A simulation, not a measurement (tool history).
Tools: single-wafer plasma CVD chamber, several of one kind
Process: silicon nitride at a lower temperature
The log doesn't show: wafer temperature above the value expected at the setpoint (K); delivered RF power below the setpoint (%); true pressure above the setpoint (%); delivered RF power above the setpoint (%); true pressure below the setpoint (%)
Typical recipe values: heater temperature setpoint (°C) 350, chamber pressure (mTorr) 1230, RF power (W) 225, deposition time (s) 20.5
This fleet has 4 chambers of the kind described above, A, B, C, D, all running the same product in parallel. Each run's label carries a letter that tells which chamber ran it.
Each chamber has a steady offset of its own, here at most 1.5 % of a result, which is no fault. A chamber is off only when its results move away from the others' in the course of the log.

run   hour  heater temperature setpoint (°C)  chamber pressure (mTorr)  RF power (W)  deposition time (s)  hours since the last thermocouple change  hours since the last RF generator calibration  hours since the last manometer calibration  read-back reference wafer on the same gauge, thickness_nm  mean film thickness on the monitor wafer (nm)
 1B    2.6                               350                      1230           225                 20.5                                     876.7                                         1064.7                                       719.1                                                     16.698                                         18.463
 2D    6.6                               350                      1230           225                 20.5                                     112.3                                         1185.1                                      1462.7                                                     16.693                                         18.423
 3A   10.7                               350                      1230           225                 20.5                                     978.3                                          154.5                                        1300                                                     16.692                                         18.441
 4C   13.6                               350                      1230           225                 20.5                                     941.4                                         2069.2                                      1090.1                                                     16.687                                          18.33
 5A   17.6                               350                      1230           225                 20.5                                     985.2                                          161.4                                      1306.9                                                     16.685                                         18.463
 6B   21.7                               350                      1230           225                 20.5                                     895.8                                         1083.8                                       738.2                                                     16.683                                         18.411
 7D   26.4                               350                      1230           225                 20.5                                     132.1                                         1204.9                                      1482.5                                                     16.679                                         18.339
 8C   31.2                               350                      1230           225                 20.5                                       959                                         2086.8                                      1107.7                                                     16.681                                         18.331
 9D   34.3                               350                      1230           225                 20.5                                       140                                         1212.8                                      1490.4                                                     16.679                                         18.322
10C   38.4                               350                      1230           225                 20.5                                     966.2                                           2094                                      1114.9                                                     16.672                                          18.33
11B   41.6                               350                      1230           225                 20.5                                     915.7                                         1103.7                                       758.1                                                     16.673                                         18.392
12A   44.9                               350                      1230           225                 20.5                                    1012.5                                          188.7                                      1334.2                                                     16.662                                          18.45
13B   48.2                               350                      1230           225                 20.5                                     922.3                                         1110.3                                       764.7                                                     16.665                                         18.357
14D     53                               350                      1470           225                 20.5                                     158.7                                         1231.5                                      1509.1                                                     16.676                                         19.254
15C   56.4                               350                      1470           225                 20.5                                     984.2                                           2112                                      1132.9                                                     16.662                                         19.277
16A   60.5                               350                      1470           225                 20.5                                    1028.1                                          204.3                                      1349.8                                                     16.662                                         19.396
      62.8  -- chamber C: capacitance manometer re-zeroed and calibrated
17C   63.4                               350                      1470           225                 20.5                                     991.2                                           2119                                         0.7                                                      16.66                                         19.298
18A   67.9                               350                      1350           245                 20.5                                    1035.5                                          211.7                                      1357.2                                                     16.656                                          20.12
19D   71.2                               350                      1350           245                 20.5                                     176.9                                         1249.7                                      1527.3                                                     16.652                                         20.006
20B   76.2                               350                      1350           245                 20.5                                     950.3                                         1138.3                                       792.7                                                     16.644                                         20.021
21A   79.3                               350                      1350           245                 20.5                                    1046.9                                          223.1                                      1368.6                                                     16.644                                          20.13
22D   83.7                               350                      1230           225                 20.5                                     189.4                                         1262.2                                      1539.8                                                     16.636                                          18.26
23C   88.7                               340                      1230           225                 21.7                                    1016.5                                         2144.3                                          26                                                     16.642                                         19.433
24B   92.5                               340                      1230           225                 21.7                                     966.6                                         1154.6                                         809                                                     16.629                                         19.517
25C   97.2                               340                      1230           225                 21.7                                      1025                                         2152.8                                        34.5                                                     16.629                                         19.367
26B    102                               340                      1230           225                 21.7                                     976.1                                         1164.1                                       818.5                                                      16.63                                         19.453
27A  105.1                               350                      1230           225                 20.5                                    1072.7                                          248.9                                      1394.4                                                     16.638                                         18.435
28D  108.4                               350                      1230           225                 20.5                                     214.1                                         1286.9                                      1564.5                                                     16.628                                         18.384
29B  113.4                               350                      1230           225                 20.5                                     987.5                                         1175.5                                       829.9                                                     16.627                                         18.349
30D  116.8                               350                      1230           225                 20.5                                     222.5                                         1295.3                                      1572.9                                                     16.631                                         18.348
31C    120                               350                      1230           225                 20.5                                    1047.8                                         2175.6                                        57.3                                                     16.615                                         18.315
32A  122.9                               350                      1230           225                 20.5                                    1090.5                                          266.7                                      1412.2                                                     16.611                                         18.405
33B  126.5                               350                      1230           225                 20.5                                    1000.6                                         1188.6                                         843                                                     16.616                                          18.33
34A  129.9                               350                      1230           225                 20.5                                    1097.5                                          273.7                                      1419.2                                                     16.604                                         18.432
35D  133.3                               350                      1230           225                 20.5                                       239                                         1311.8                                      1589.4                                                     16.607                                          18.31
     137.9  -- chamber C: RF generator calibrated
36C    138                               350                      1230           225                 20.5                                    1065.8                                            0.2                                        75.3                                                     16.605                                         18.229
37D  141.4                               350                      1230           225                 20.5                                     247.1                                         1319.9                                      1597.5                                                     16.602                                         18.261
38C  145.2                               350                      1230           225                 20.5                                      1073                                            7.4                                        82.5                                                     16.604                                         18.279
39B  148.4                               350                      1230           225                 20.5                                    1022.5                                         1210.5                                       864.9                                                     16.599                                         18.283
40A  153.3                               350                      1230           225                 20.5                                    1120.9                                          297.1                                      1442.6                                                     16.599                                         18.416
41A  156.8                               350                      1230           225                 20.5                                    1124.4                                          300.6                                      1446.1                                                     16.596                                         18.366
42D    161                               350                      1230           225                 20.5                                     266.7                                         1339.5                                      1617.1                                                     16.591                                         18.242
43C  164.6                               350                      1230           225                 20.5                                    1092.4                                           26.8                                       101.9                                                     16.591                                         18.198
44B  169.2                               350                      1230           225                 20.5                                    1043.3                                         1231.3                                       885.7                                                     16.582                                         18.244

What goes on in this fleet: one chamber off, a drifting gauge, or nothing beyond the chambers' own small offsets? Name the chamber and the cause, if any.

The shared gauge is drifting. All chambers look as if they move in step, but none is off.
What lies behind it: gauge reads low (%) = 0.709.
